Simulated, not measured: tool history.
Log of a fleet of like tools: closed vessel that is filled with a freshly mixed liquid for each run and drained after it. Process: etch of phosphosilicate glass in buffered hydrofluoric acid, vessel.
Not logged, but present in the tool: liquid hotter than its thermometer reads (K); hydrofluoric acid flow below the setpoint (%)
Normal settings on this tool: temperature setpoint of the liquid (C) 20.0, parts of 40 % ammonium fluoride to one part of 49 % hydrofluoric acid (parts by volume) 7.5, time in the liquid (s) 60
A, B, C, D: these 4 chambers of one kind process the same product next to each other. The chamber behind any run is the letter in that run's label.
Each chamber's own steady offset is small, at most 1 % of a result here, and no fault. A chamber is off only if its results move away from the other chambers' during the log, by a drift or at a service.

run   hour  temperature setpoint of the liquid (C)  parts of 40 % ammonium fluoride to one part of 49 % hydrofluoric acid (parts by volume)  time in the liquid (s)  hours since the thermometer was replaced  hours since the hydrofluoric acid flow meter was replaced  read-back film thickness of the phosphosilicate glass reference wafer, read on the same gauge (nm)  thickness taken off the phosphosilicate glass on a monitor wafer (angstrom)
 1A   11.8                                    20.0                                                                                      7.5                      60                                    2042.1                                                      622.1                                                                                              99.968                                                                       3536.8
 2C   20.7                                    20.0                                                                                      7.5                      60                                    2447.2                                                      252.2                                                                                             100.010                                                                       3580.8
 3D   31.1                                    20.0                                                                                      7.5                      60                                    1425.1                                                      837.3                                                                                              99.986                                                                       3572.1
 4B   43.0                                    20.0                                                                                      7.5                      60                                    1595.2                                                      818.0                                                                                              99.987                                                                       3532.9
 5D   49.8                                    20.0                                                                                      7.5                      60                                    1443.8                                                      856.0                                                                                             100.020                                                                       3511.0
 6B   64.2                                    20.0                                                                                      7.5                      60                                    1616.4                                                      839.2                                                                                              99.987                                                                       3562.5
 7C   72.6                                    20.0                                                                                      7.5                      60                                    2499.1                                                      304.1                                                                                             100.010                                                                       3576.4
 8A   83.0                                    20.0                                                                                      7.5                      60                                    2113.3                                                      693.3                                                                                             100.020                                                                       3546.9
 9A   97.4                                    20.0                                                                                      7.5                      60                                    2127.7                                                      707.7                                                                                              99.996                                                                       3570.2
10B  104.7                                    20.0                                                                                      7.5                      60                                    1656.9                                                      879.7                                                                                              99.951                                                                       3493.0
     111.1  -- chamber C: thermometer replaced
11D  112.9                                    17.0                                                                                      5.0                      60                                    1506.9                                                      919.1                                                                                             100.020                                                                       4336.4
12C  125.5                                    17.0                                                                                      5.0                      60                                      14.4                                                      357.0                                                                                             100.010                                                                       4381.1
     132.5  -- chamber B: thermometer replaced
13C  135.0                                    17.0                                                                                      5.0                      60                                      23.9                                                      366.5                                                                                             100.010                                                                       4254.5
14D  149.2                                    17.0                                                                                      5.0                      60                                    1543.2                                                      955.4                                                                                             100.010                                                                       4353.3
15B  163.1                                    20.0                                                                                     10.0                      60                                      30.7                                                      938.1                                                                                             100.010                                                                       2749.1
16A  174.3                                    20.0                                                                                     10.0                      60                                    2204.6                                                      784.6                                                                                             100.010                                                                       2705.8
17C  186.4                                    20.0                                                                                     10.0                      60                                      75.3                                                      417.9                                                                                             100.070                                                                       2784.8
18A  198.4                                    20.0                                                                                     10.0                      60                                    2228.7                                                      808.7                                                                                             100.000                                                                       2719.9
19D  212.6                                    20.0                                                                                      7.5                      60                                    1606.6                                                     1018.8                                                                                             100.000                                                                       3492.6
20B  225.4                                    20.0                                                                                      7.5                      60                                      93.0                                                     1000.4                                                                                             100.010                                                                       3583.5
21C  232.6                                    20.0                                                                                      7.5                      60                                     121.5                                                      464.1                                                                                             100.000                                                                       3596.5
22A  241.0                                    20.0                                                                                      7.5                      60                                    2271.3                                                      851.3                                                                                              99.994                                                                       3545.2
23B  251.5                                    20.0                                                                                      7.5                      60                                     119.1                                                     1026.5                                                                                             100.040                                                                       3484.9
24D  260.9                                    20.0                                                                                      7.5                      60                                    1654.9                                                     1067.1                                                                                             100.020                                                                       3564.9
25C  274.4                                    20.0                                                                                      7.5                      60                                     163.3                                                      505.9                                                                                              99.981                                                                       3559.7
26B  284.7                                    20.0                                                                                      7.5                      60                                     152.3                                                     1059.7                                                                                             100.040                                                                       3539.1
27A  296.8                                    20.0                                                                                     10.0                      45                                    2327.1                                                      907.1                                                                                              99.979                                                                       2024.3
28D  303.9                                    20.0                                                                                     10.0                      45                                    1697.9                                                     1110.1                                                                                             100.020                                                                       2050.5
29C  318.5                                    20.0                                                                                     10.0                      45                                     207.4                                                      550.0                                                                                             100.000                                                                       2049.9
30D  326.2                                    20.0                                                                                     10.0                      45                                    1720.2                                                     1132.4                                                                                             100.010                                                                       2046.5
31A  336.0                                    20.0                                                                                      7.5                      60                                    2366.3                                                      946.3                                                                                             100.060                                                                       3560.6
     340.2  -- chamber B: hydrofluoric acid flow meter replaced
32B  342.5                                    20.0                                                                                      7.5                      60                                     210.1                                                        2.3                                                                                             100.020                                                                       3490.6
33B  355.1                                    20.0                                                                                      7.5                      60                                     222.7                                                       14.9                                                                                             100.050                                                                       3531.2
34D  369.2                                    20.0                                                                                      7.5                      60                                    1763.2                                                     1175.4                                                                                              99.977                                                                       3592.3
35C  381.4                                    20.0                                                                                      7.5                      60                                     270.3                                                      612.9                                                                                              99.924                                                                       3542.7
36A  392.3                                    20.0                                                                                      8.5                      60                                    2422.6                                                     1002.6                                                                                              99.984                                                                       3075.0
37A  399.4                                    20.0                                                                                      8.5                      60                                    2429.7                                                     1009.7                                                                                             100.000                                                                       3085.6
38D  407.9                                    20.0                                                                                      8.5                      60                                    1801.9                                                     1214.1                                                                                              99.995                                                                       3083.6
39B  415.0                                    20.0                                                                                      8.5                      60                                     282.6                                                       74.8                                                                                             100.010                                                                       3055.0
40C  426.8                                    20.0                                                                                      6.0                      60                                     315.7                                                      658.3                                                                                              99.988                                                                       4341.1
41B  434.6                                    20.0                                                                                      6.0                      60                                     302.2                                                       94.4                                                                                              99.937                                                                       4327.2
42C  448.5                                    20.0                                                                                      6.0                      60                                     337.4                                                      680.0                                                                                              99.972                                                                       4395.6
43A  455.2                                    20.0                                                                                      6.0                      60                                    2485.5                                                     1065.5                                                                                              99.995                                                                       4380.8
44D  469.1                                    20.0                                                                                      7.5                      60                                    1863.1                                                     1275.3                                                                                             100.010                                                                       3548.7

All 4 chambers run these settings next. Forecast each chamber's results:
45A  479.6                                    24.5                                                                                      7.5                      60                                                                                                                                                                                                                                                                                     ?
45B  479.6                                    24.5                                                                                      7.5                      60                                                                                                                                                                                                                                                                                     ?
45C  479.6                                    24.5                                                                                      7.5                      60                                                                                                                                                                                                                                                                                     ?
45D  479.6                                    24.5                                                                                      7.5                      60                                                                                                                                                                                                                                                                                     ?

run  thickness taken off the phosphosilicate glass on a monitor wafer (angstrom)
45A                                                                       4568.7
45B                                                                       4618.6
45C                                                                       4584.9
45D                                                                       4563.5
